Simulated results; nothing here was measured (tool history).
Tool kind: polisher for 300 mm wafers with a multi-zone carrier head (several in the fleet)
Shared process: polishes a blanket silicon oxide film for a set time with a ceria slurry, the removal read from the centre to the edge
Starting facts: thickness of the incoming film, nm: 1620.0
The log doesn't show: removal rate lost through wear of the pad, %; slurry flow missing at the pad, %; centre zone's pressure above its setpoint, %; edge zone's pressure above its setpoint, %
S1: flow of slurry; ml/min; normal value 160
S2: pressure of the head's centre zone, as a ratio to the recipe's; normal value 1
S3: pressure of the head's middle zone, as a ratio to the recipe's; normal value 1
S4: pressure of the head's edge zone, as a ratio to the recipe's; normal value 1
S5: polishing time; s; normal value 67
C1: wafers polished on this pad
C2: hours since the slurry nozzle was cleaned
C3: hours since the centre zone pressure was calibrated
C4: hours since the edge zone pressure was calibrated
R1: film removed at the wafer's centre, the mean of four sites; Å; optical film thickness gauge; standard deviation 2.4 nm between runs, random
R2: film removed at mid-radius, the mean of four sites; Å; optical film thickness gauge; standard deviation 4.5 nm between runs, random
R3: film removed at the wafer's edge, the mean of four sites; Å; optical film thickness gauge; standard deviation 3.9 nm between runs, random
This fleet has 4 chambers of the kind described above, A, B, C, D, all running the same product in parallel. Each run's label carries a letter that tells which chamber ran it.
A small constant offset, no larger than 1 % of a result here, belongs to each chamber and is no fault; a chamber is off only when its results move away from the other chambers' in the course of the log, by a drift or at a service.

run,hour,S1,S2,S3,S4,S5,C1,C2,C3,C4,R1,R2,R3
1B,5.6,160,1,1,1,67,292,307.5,471.6,918.6,3245.3,3225.7,3158
2A,16.3,160,1,1,1,67,807,39.1,541.7,158.4,3205.2,3241.2,3205.2
3C,21.2,160,1,1,1,67,1135,441.1,491,130.8,3272.6,3131.2,3238.1
4D,30.8,160,1,1,1,67,954,244.6,159.2,495.1,3238.2,3117.4,3220.9
# hour 36.5: chamber D: worn pad replaced by a new one
5C,37.4,160,1,1.06,0.94,67,1296,457.3,507.2,147,3162.2,3371.7,3139.6
# hour 40.9: chamber C: worn pad replaced by a new one
6B,45.3,160,1,1.06,0.94,67,686,347.2,511.3,958.3,3182,3369,3090.4
# hour 54.1: chamber A: centre zone pressure recalibrated
7D,55.2,160,1,1.06,0.94,67,186,269,183.6,519.5,3202.3,3306.8,3113.6
8A,62.3,160,1,1.06,0.94,67,1264,85.1,8.2,204.4,3196.8,3388.7,3126.8
# hour 65.8: chamber D: slurry nozzle cleaned
9B,71.8,160,1,1,1,67,950,373.7,537.8,984.8,3237.4,3119.9,3176.8
# hour 72.2: chamber B: edge zone pressure recalibrated
# hour 79.5: chamber B: worn pad replaced by a new one
10D,82.7,160,1.07,1,1,50,459,16.9,211.1,547,2580.3,2398.6,2370.2
# hour 92.1: chamber A: worn pad replaced by a new one
11A,92.4,160,1.07,1,1,50,2,115.2,38.3,234.5,2584.5,2406.1,2443.8
12C,101.1,160,1.07,1,1,50,599,521,570.9,210.7,2613.8,2403.2,2454.9
13B,106.8,160,1.07,1,1,50,272,408.7,572.8,34.7,2591.5,2381.8,2393.3
# hour 108.2: chamber C: slurry nozzle cleaned
14D,117.3,160,1,1,1,67,803,51.5,245.7,581.6,3199.7,3232.5,3253.3
15C,125,160,1,1,1,67,837,16.9,594.8,234.6,3199.5,3196.5,3251.1
# hour 126.1: chamber B: centre zone pressure recalibrated
16A,134.4,160,1,1,1,67,420,157.2,80.3,276.5,3258.1,3235.9,3181.2
17A,141.8,160,1,1,1,67,494,164.6,87.7,283.9,3177.3,3217.5,3243.5
18C,151.5,160,1,1,1,67,1100,43.4,621.3,261.1,3214.4,3202.9,3169.5
19B,160.9,160,1,1,1,67,810,462.8,34.9,88.8,3127,3207.3,3119.2
# hour 162.8: chamber D: worn pad replaced by a new one
20D,171,160,1,1,1,67,82,105.2,299.4,635.3,3247.5,3252.8,3296.3
21A,178.9,160,1,1,1,67,863,201.7,124.8,321,3185,3183.2,3271.5
# hour 182.4: chamber B: worn pad replaced by a new one
22C,187,160,1,1,1,67,1453,78.9,656.8,296.6,3227.2,3145.5,3191.1
23B,193.4,160,1,1,1,67,109,495.3,67.4,121.3,3126,3212,3118.3
# hour 197.8: chamber C: worn pad replaced by a new one
24D,200,160,1,1,1,67,370,134.2,328.4,664.3,3221.8,3200.2,3202.3
25B,208,160,1,1,1,67,255,509.9,82,135.9,3133.2,3143,3100
26A,218.1,160,1,1,1,67,1252,240.9,164,360.2,3200.9,3249.9,3187.1
# hour 220.8: chamber A: edge zone pressure recalibrated
27C,225,160,1,1,1,67,271,116.9,694.8,334.6,3237.6,3216.5,3266.2
28D,231.7,160,1,1,1,67,685,165.9,360.1,696,3184.1,3199,3275.6
# hour 233: chamber A: worn pad replaced by a new one
29A,238.4,160,1,1,1,67,54,261.2,184.3,17.6,3244.7,3254.6,3195.7
30B,249.1,160,1.12,0.96,1,67,663,551,123.1,177,3453.2,2996.2,3131.2
31D,253.9,160,1.12,0.96,1,67,906,188.1,382.3,718.2,3617.5,3071.1,3287.3
32C,263.7,160,1.12,0.96,1,67,656,155.6,733.5,373.3,3663.9,3121.3,3251.1
33B,273.1,160,1.12,0.96,1,67,902,575,147.1,201,3440.9,2888,3013.2
# hour 276.1: chamber D: worn pad replaced by a new one
# hour 280.4: chamber B: worn pad replaced by a new one
34C,281.6,160,1,1,1,67,834,173.5,751.4,391.2,3279.1,3200.9,3238.2
35A,288.1,160,1,1,1,67,548,310.9,234,67.3,3175.5,3261.1,3178.8
36D,295.7,160,1,1,1,67,195,229.9,424.1,760,3157.4,3144.6,3196.2
37B,302,160,1,1,1,67,215,603.9,176,229.9,2955.3,2960.8,3116
38C,309.1,160,1,1,1,67,1107,201,778.9,418.7,3268.7,3194.3,3293.4
39D,317.6,160,1,1,1,67,413,251.8,446,781.9,3185.8,3195.2,3204.3
40A,326.1,160,1,1,1.07,57,926,348.9,272,105.3,2725,2772.6,2836.1
41D,331.1,160,1,1,1.07,57,547,265.3,459.5,795.4,2760.7,2744.8,2876.7

Has any chamber moved away from the others, gradually or after a service, or does the common gauge drift, or do the chambers differ only by their own small steady offsets? State the chamber and the most likely cause if one applies.

Little by little, chamber B moves away from the other chambers.
What lies behind it: slurry flow missing at the pad, % = 33.1.

Chamber B could run next with any of the 4 candidate recipes listed below; each alters the usual settings, and their results appear as question marks. Which one brings its results back in line with what the other chambers deliver on the usual settings?
In-line tolerance around the mean of the other chambers on the usual settings: R1 84 Å; R2 160 Å; R3 140 Å
42B-1,339,165,1.01,1.01,0.99,69,,,,,?,?,?
42B-2,339,155,0.98,0.99,1.01,62,,,,,?,?,?
42B-3,339,165,1.02,1.01,0.99,72,,,,,?,?,?
42B-4,339,155,0.99,0.99,1.01,65,,,,,?,?,?

On the usual settings, the other chambers give on average: R1 3211.8 Å; R2 3203.8 Å; R3 3212.1 Å
run,R1,R2,R3
42B-1,3029.8,3040.4,3082.9
42B-2,2583.7,2639.4,2769.4
42B-3,3196.1,3172.4,3217
42B-4,2739.4,2766.9,2903.4
42B-3 puts the chamber back in line with the other chambers.
